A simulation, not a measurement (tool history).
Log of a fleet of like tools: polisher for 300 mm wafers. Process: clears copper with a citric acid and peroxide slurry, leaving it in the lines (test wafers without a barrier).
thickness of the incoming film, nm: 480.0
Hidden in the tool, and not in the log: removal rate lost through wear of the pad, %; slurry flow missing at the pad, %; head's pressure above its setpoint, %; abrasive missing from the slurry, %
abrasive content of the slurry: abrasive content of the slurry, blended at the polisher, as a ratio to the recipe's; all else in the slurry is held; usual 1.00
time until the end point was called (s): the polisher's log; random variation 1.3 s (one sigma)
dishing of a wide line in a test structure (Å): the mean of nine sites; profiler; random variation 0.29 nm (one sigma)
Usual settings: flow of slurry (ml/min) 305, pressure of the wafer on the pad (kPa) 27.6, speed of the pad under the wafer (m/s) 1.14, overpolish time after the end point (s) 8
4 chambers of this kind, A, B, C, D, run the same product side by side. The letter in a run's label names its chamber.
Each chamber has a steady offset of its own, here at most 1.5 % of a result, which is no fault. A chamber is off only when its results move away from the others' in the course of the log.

| run | hour | flow of slurry (ml/min) | pressure of the wafer on the pad (kPa) | speed of the pad under the wafer (m/s) | abrasive content of the slurry | overpolish time after the end point (s) | wafers polished on this pad | hours since the slurry nozzle was cleaned | hours since the head pressure was calibrated | hours since the slurry blender was calibrated | time until the end point was called (s) | dishing of a wide line in a test structure (Å) |
|---|---|---|---|---|---|---|---|---|---|---|---|---|
|  | 8.9 | chamber D: worn pad replaced by a new one |
| 1C | 9.2 | 305 | 27.6 | 1.14 | 1.00 | 8 | 274 | 250.6 | 298.4 | 68.6 | 142.82 | 203.23 |
|  | 9.4 | chamber B: worn pad replaced by a new one |
| 2A | 17.5 | 305 | 27.6 | 1.14 | 1.00 | 8 | 952 | 664.9 | 217.9 | 473.2 | 143.34 | 205.50 |
|  | 24.3 | chamber A: slurry blender recalibrated |
| 3B | 28.0 | 305 | 27.6 | 1.14 | 1.00 | 8 | 101 | 252.1 | 802.2 | 54.9 | 140.00 | 201.84 |
|  | 30.7 | chamber B: slurry nozzle cleaned |
| 4D | 38.2 | 305 | 27.6 | 1.14 | 1.00 | 8 | 160 | 560.1 | 806.5 | 395.8 | 142.59 | 203.73 |
| 5A | 47.6 | 305 | 27.6 | 1.14 | 1.00 | 8 | 1116 | 695.0 | 248.0 | 23.4 | 142.80 | 201.58 |
| 6D | 57.0 | 305 | 27.6 | 1.14 | 1.00 | 8 | 262 | 578.9 | 825.3 | 414.6 | 141.82 | 203.78 |
|  | 58.0 | chamber A: worn pad replaced by a new one |
| 7B | 63.1 | 305 | 27.6 | 1.14 | 1.00 | 8 | 293 | 32.5 | 837.3 | 90.0 | 139.58 | 207.32 |
| 8C | 70.2 | 305 | 27.6 | 1.14 | 0.85 | 8 | 606 | 311.6 | 359.4 | 129.6 | 147.62 | 201.15 |
| 9A | 77.3 | 305 | 27.6 | 1.14 | 0.85 | 8 | 105 | 724.7 | 277.7 | 53.1 | 146.36 | 203.32 |
|  | 82.6 | chamber C: worn pad replaced by a new one |
| 10B | 83.6 | 305 | 27.6 | 1.14 | 0.85 | 8 | 404 | 53.0 | 857.8 | 110.5 | 147.84 | 199.03 |
|  | 85.5 | chamber D: slurry blender recalibrated |
|  | 88.3 | chamber B: head pressure recalibrated |
| 11C | 91.7 | 305 | 27.6 | 1.14 | 0.85 | 8 | 49 | 333.1 | 380.9 | 151.1 | 147.37 | 192.42 |
|  | 97.6 | chamber C: head pressure recalibrated |
| 12D | 103.0 | 305 | 27.6 | 1.14 | 1.00 | 8 | 513 | 624.9 | 871.3 | 17.6 | 142.95 | 201.47 |
|  | 105.5 | chamber D: worn pad replaced by a new one |
| 13C | 110.5 | 305 | 27.6 | 1.14 | 1.00 | 8 | 152 | 351.9 | 13.0 | 169.9 | 142.81 | 203.27 |
| 14B | 116.3 | 305 | 27.6 | 1.14 | 1.00 | 8 | 583 | 85.7 | 28.0 | 143.2 | 142.70 | 202.16 |
| 15D | 125.3 | 305 | 27.6 | 1.14 | 1.00 | 5 | 108 | 647.2 | 893.6 | 39.9 | 142.29 | 128.90 |
| 16A | 131.6 | 305 | 27.6 | 1.14 | 1.00 | 5 | 401 | 779.0 | 332.0 | 107.4 | 142.50 | 134.15 |
|  | 137.0 | chamber C: slurry nozzle cleaned |
| 17C | 143.6 | 305 | 27.6 | 1.14 | 1.00 | 5 | 332 | 6.6 | 46.1 | 203.0 | 143.57 | 128.87 |
| 18B | 149.8 | 305 | 27.6 | 1.14 | 1.00 | 5 | 765 | 119.2 | 61.5 | 176.7 | 139.21 | 129.46 |
| 19D | 155.9 | 305 | 27.6 | 1.14 | 1.00 | 8 | 275 | 677.8 | 924.2 | 70.5 | 143.19 | 201.87 |
|  | 159.0 | chamber A: head pressure recalibrated |
|  | 160.6 | chamber D: slurry nozzle cleaned |
| 20A | 165.7 | 385 | 27.6 | 1.14 | 1.00 | 5 | 587 | 813.1 | 6.8 | 141.5 | 136.13 | 131.09 |
|  | 168.1 | chamber B: worn pad replaced by a new one |
| 21D | 174.2 | 385 | 27.6 | 1.14 | 1.00 | 5 | 374 | 13.6 | 942.5 | 88.8 | 140.62 | 132.66 |
| 22A | 180.5 | 385 | 27.6 | 1.14 | 1.00 | 5 | 668 | 827.9 | 21.6 | 156.3 | 137.52 | 134.22 |
| 23C | 190.0 | 385 | 27.6 | 1.14 | 1.00 | 5 | 585 | 53.0 | 92.5 | 249.4 | 138.64 | 130.62 |
| 24B | 195.8 | 305 | 27.6 | 1.14 | 1.00 | 8 | 151 | 165.2 | 107.5 | 222.7 | 142.47 | 201.78 |
|  | 201.0 | chamber D: worn pad replaced by a new one |
|  | 201.3 | chamber A: slurry nozzle cleaned |
| 25B | 204.9 | 305 | 27.6 | 1.14 | 1.00 | 8 | 201 | 174.3 | 116.6 | 231.8 | 140.58 | 200.08 |
|  | 207.8 | chamber C: worn pad replaced by a new one |
| 26A | 215.9 | 305 | 20.0 | 1.14 | 1.00 | 8 | 861 | 14.6 | 57.0 | 191.7 | 191.60 | 150.42 |
| 27D | 225.4 | 305 | 20.0 | 1.14 | 1.00 | 8 | 133 | 64.8 | 993.7 | 140.0 | 196.45 | 146.82 |
| 28C | 234.9 | 305 | 20.0 | 1.14 | 1.00 | 8 | 147 | 97.9 | 137.4 | 294.3 | 194.53 | 146.36 |
|  | 235.7 | chamber B: slurry nozzle cleaned |
| 29D | 246.8 | 305 | 20.0 | 1.14 | 1.00 | 8 | 250 | 86.2 | 1015.1 | 161.4 | 194.15 | 146.77 |
| 30B | 253.3 | 305 | 27.6 | 1.14 | 1.00 | 6 | 464 | 17.7 | 165.0 | 280.2 | 142.18 | 157.63 |
| 31A | 263.1 | 305 | 27.6 | 1.14 | 1.00 | 6 | 1118 | 61.8 | 104.2 | 238.9 | 144.19 | 150.95 |
| 32C | 271.0 | 305 | 27.6 | 1.14 | 1.00 | 6 | 344 | 134.0 | 173.5 | 330.4 | 141.37 | 158.99 |
| 33D | 282.7 | 305 | 27.6 | 1.14 | 1.00 | 6 | 445 | 122.1 | 1051.0 | 197.3 | 142.53 | 153.27 |
| 34C | 290.8 | 305 | 27.6 | 1.14 | 1.00 | 8 | 452 | 153.8 | 193.3 | 350.2 | 142.93 | 209.87 |

Is one chamber off against the others, does the gauge drift, or is nothing wrong? If a chamber is off, say which, and what the likeliest cause is.

No chamber stands off beyond its own small offset, and the gauge holds steady.

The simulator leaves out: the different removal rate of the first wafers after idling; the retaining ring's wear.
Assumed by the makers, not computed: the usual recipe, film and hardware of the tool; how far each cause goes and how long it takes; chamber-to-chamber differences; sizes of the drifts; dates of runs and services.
